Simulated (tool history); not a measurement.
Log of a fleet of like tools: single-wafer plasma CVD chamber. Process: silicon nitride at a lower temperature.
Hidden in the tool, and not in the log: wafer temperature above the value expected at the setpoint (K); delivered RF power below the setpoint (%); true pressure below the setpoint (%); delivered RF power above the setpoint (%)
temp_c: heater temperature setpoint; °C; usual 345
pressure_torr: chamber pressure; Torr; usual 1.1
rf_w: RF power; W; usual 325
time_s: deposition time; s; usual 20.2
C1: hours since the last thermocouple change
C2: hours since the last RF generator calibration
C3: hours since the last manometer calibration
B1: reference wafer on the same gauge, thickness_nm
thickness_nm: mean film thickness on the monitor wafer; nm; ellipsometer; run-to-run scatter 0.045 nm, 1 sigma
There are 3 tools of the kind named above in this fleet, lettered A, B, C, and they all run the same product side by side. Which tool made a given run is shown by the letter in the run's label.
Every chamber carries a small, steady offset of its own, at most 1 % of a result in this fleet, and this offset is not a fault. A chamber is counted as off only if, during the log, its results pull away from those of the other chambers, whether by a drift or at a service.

{"run": "1A", "day": 0.396, "temp_c": 345, "pressure_torr": 1.1, "rf_w": 325, "time_s": 20.2, "C1": 1786, "C2": 427.3, "C3": 1087.3, "B1": 25.798, "thickness_nm": 22.65}
{"run": "2B", "day": 0.796, "temp_c": 345, "pressure_torr": 1.1, "rf_w": 325, "time_s": 20.2, "C1": 94.8, "C2": 1778.9, "C3": 1594, "B1": 25.805, "thickness_nm": 22.597}
{"run": "3C", "day": 1.088, "temp_c": 345, "pressure_torr": 1.1, "rf_w": 325, "time_s": 20.2, "C1": 119.2, "C2": 540.5, "C3": 486.8, "B1": 25.791, "thickness_nm": 22.315}
{"run": "4A", "day": 1.629, "temp_c": 345, "pressure_torr": 1.1, "rf_w": 325, "time_s": 20.2, "C1": 1815.6, "C2": 456.9, "C3": 1116.9, "B1": 25.808, "thickness_nm": 22.586}
{"run": "5C", "day": 2.096, "temp_c": 345, "pressure_torr": 1.1, "rf_w": 325, "time_s": 20.2, "C1": 143.4, "C2": 564.7, "C3": 511, "B1": 25.796, "thickness_nm": 22.301}
{"run": "6B", "day": 2.588, "temp_c": 345, "pressure_torr": 1.1, "rf_w": 325, "time_s": 20.2, "C1": 137.8, "C2": 1821.9, "C3": 1637, "B1": 25.797, "thickness_nm": 22.647}
{"run": "7C", "day": 3.083, "temp_c": 345, "pressure_torr": 1.3, "rf_w": 325, "time_s": 20.2, "C1": 167.1, "C2": 588.4, "C3": 534.7, "B1": 25.799, "thickness_nm": 23.386}
{"run": "8A", "day": 3.558, "temp_c": 345, "pressure_torr": 1.3, "rf_w": 325, "time_s": 20.2, "C1": 1861.9, "C2": 503.2, "C3": 1163.2, "B1": 25.805, "thickness_nm": 23.707}
{"run": "9B", "day": 3.942, "temp_c": 345, "pressure_torr": 1.3, "rf_w": 325, "time_s": 20.2, "C1": 170.3, "C2": 1854.4, "C3": 1669.5, "B1": 25.795, "thickness_nm": 23.823}
{"run": "10A", "day": 4.225, "temp_c": 345, "pressure_torr": 1.1, "rf_w": 325, "time_s": 20.2, "C1": 1877.9, "C2": 519.2, "C3": 1179.2, "B1": 25.801, "thickness_nm": 22.571}
{"run": "11C", "day": 4.746, "temp_c": 345, "pressure_torr": 1.1, "rf_w": 325, "time_s": 20.2, "C1": 207, "C2": 628.3, "C3": 574.6, "B1": 25.792, "thickness_nm": 22.361}
{"run": "12B", "day": 5.0, "temp_c": 353, "pressure_torr": 1, "rf_w": 325, "time_s": 20.2, "C1": 195.7, "C2": 1879.8, "C3": 1694.9, "B1": 25.812, "thickness_nm": 21.952}
{"run": "13B", "day": 5.308, "temp_c": 353, "pressure_torr": 1, "rf_w": 325, "time_s": 20.2, "C1": 203.1, "C2": 1887.2, "C3": 1702.3, "B1": 25.8, "thickness_nm": 21.845}
{"run": "14C", "day": 5.871, "temp_c": 353, "pressure_torr": 1, "rf_w": 325, "time_s": 20.2, "C1": 234, "C2": 655.3, "C3": 601.6, "B1": 25.808, "thickness_nm": 21.611}
{"day": 6.083, "done": "chamber B: capacitance manometer re-zeroed and calibrated"}
{"run": "15A", "day": 6.412, "temp_c": 345, "pressure_torr": 1.1, "rf_w": 325, "time_s": 20.2, "C1": 1930.4, "C2": 571.7, "C3": 1231.7, "B1": 25.8, "thickness_nm": 22.373}
{"run": "16A", "day": 6.917, "temp_c": 345, "pressure_torr": 1.1, "rf_w": 325, "time_s": 20.2, "C1": 1942.5, "C2": 583.8, "C3": 1243.8, "B1": 25.78, "thickness_nm": 22.331}
{"run": "17C", "day": 7.192, "temp_c": 345, "pressure_torr": 1.1, "rf_w": 325, "time_s": 20.2, "C1": 265.7, "C2": 687, "C3": 633.3, "B1": 25.795, "thickness_nm": 22.335}
{"run": "18B", "day": 7.704, "temp_c": 345, "pressure_torr": 1.1, "rf_w": 325, "time_s": 20.2, "C1": 260.6, "C2": 1944.7, "C3": 39, "B1": 25.794, "thickness_nm": 22.753}
{"run": "19A", "day": 8.012, "temp_c": 345, "pressure_torr": 1.1, "rf_w": 325, "time_s": 20.2, "C1": 1968.8, "C2": 610.1, "C3": 1270.1, "B1": 25.795, "thickness_nm": 22.26}
{"run": "20B", "day": 8.292, "temp_c": 345, "pressure_torr": 1.1, "rf_w": 325, "time_s": 20.2, "C1": 274.7, "C2": 1958.8, "C3": 53.1, "B1": 25.809, "thickness_nm": 22.713}
{"run": "21C", "day": 8.738, "temp_c": 345, "pressure_torr": 1.1, "rf_w": 325, "time_s": 20.2, "C1": 302.8, "C2": 724.1, "C3": 670.4, "B1": 25.813, "thickness_nm": 22.32}
{"run": "22C", "day": 8.996, "temp_c": 345, "pressure_torr": 1.1, "rf_w": 325, "time_s": 20.2, "C1": 309, "C2": 730.3, "C3": 676.6, "B1": 25.8, "thickness_nm": 22.273}
{"run": "23A", "day": 9.262, "temp_c": 345, "pressure_torr": 1.1, "rf_w": 325, "time_s": 20.2, "C1": 1998.8, "C2": 640.1, "C3": 1300.1, "B1": 25.813, "thickness_nm": 22.15}
{"run": "24B", "day": 9.654, "temp_c": 345, "pressure_torr": 1.1, "rf_w": 325, "time_s": 20.2, "C1": 307.4, "C2": 1991.5, "C3": 85.8, "B1": 25.794, "thickness_nm": 22.664}
{"run": "25C", "day": 9.996, "temp_c": 345, "pressure_torr": 1.1, "rf_w": 325, "time_s": 20.2, "C1": 333, "C2": 754.3, "C3": 700.6, "B1": 25.798, "thickness_nm": 22.334}
{"run": "26A", "day": 10.388, "temp_c": 345, "pressure_torr": 1.1, "rf_w": 325, "time_s": 20.2, "C1": 2025.8, "C2": 667.1, "C3": 1327.1, "B1": 25.79, "thickness_nm": 22.083}
{"run": "27B", "day": 10.808, "temp_c": 345, "pressure_torr": 1.1, "rf_w": 325, "time_s": 20.2, "C1": 335.1, "C2": 2019.2, "C3": 113.5, "B1": 25.797, "thickness_nm": 22.663}
{"run": "28B", "day": 11.179, "temp_c": 345, "pressure_torr": 0.89, "rf_w": 275, "time_s": 20.2, "C1": 344, "C2": 2028.1, "C3": 122.4, "B1": 25.789, "thickness_nm": 18.835}

Predict what each chamber gives when all 3 of them run the settings below next.
{"run": "29A", "day": 11.583, "temp_c": 345, "pressure_torr": 1.1, "rf_w": 325, "time_s": 20.2, "thickness_nm": "?"}
{"run": "29B", "day": 11.583, "temp_c": 345, "pressure_torr": 1.1, "rf_w": 325, "time_s": 20.2, "thickness_nm": "?"}
{"run": "29C", "day": 11.583, "temp_c": 345, "pressure_torr": 1.1, "rf_w": 325, "time_s": 20.2, "thickness_nm": "?"}

run=29A thickness_nm=22.039
run=29B thickness_nm=22.602
run=29C thickness_nm=22.291

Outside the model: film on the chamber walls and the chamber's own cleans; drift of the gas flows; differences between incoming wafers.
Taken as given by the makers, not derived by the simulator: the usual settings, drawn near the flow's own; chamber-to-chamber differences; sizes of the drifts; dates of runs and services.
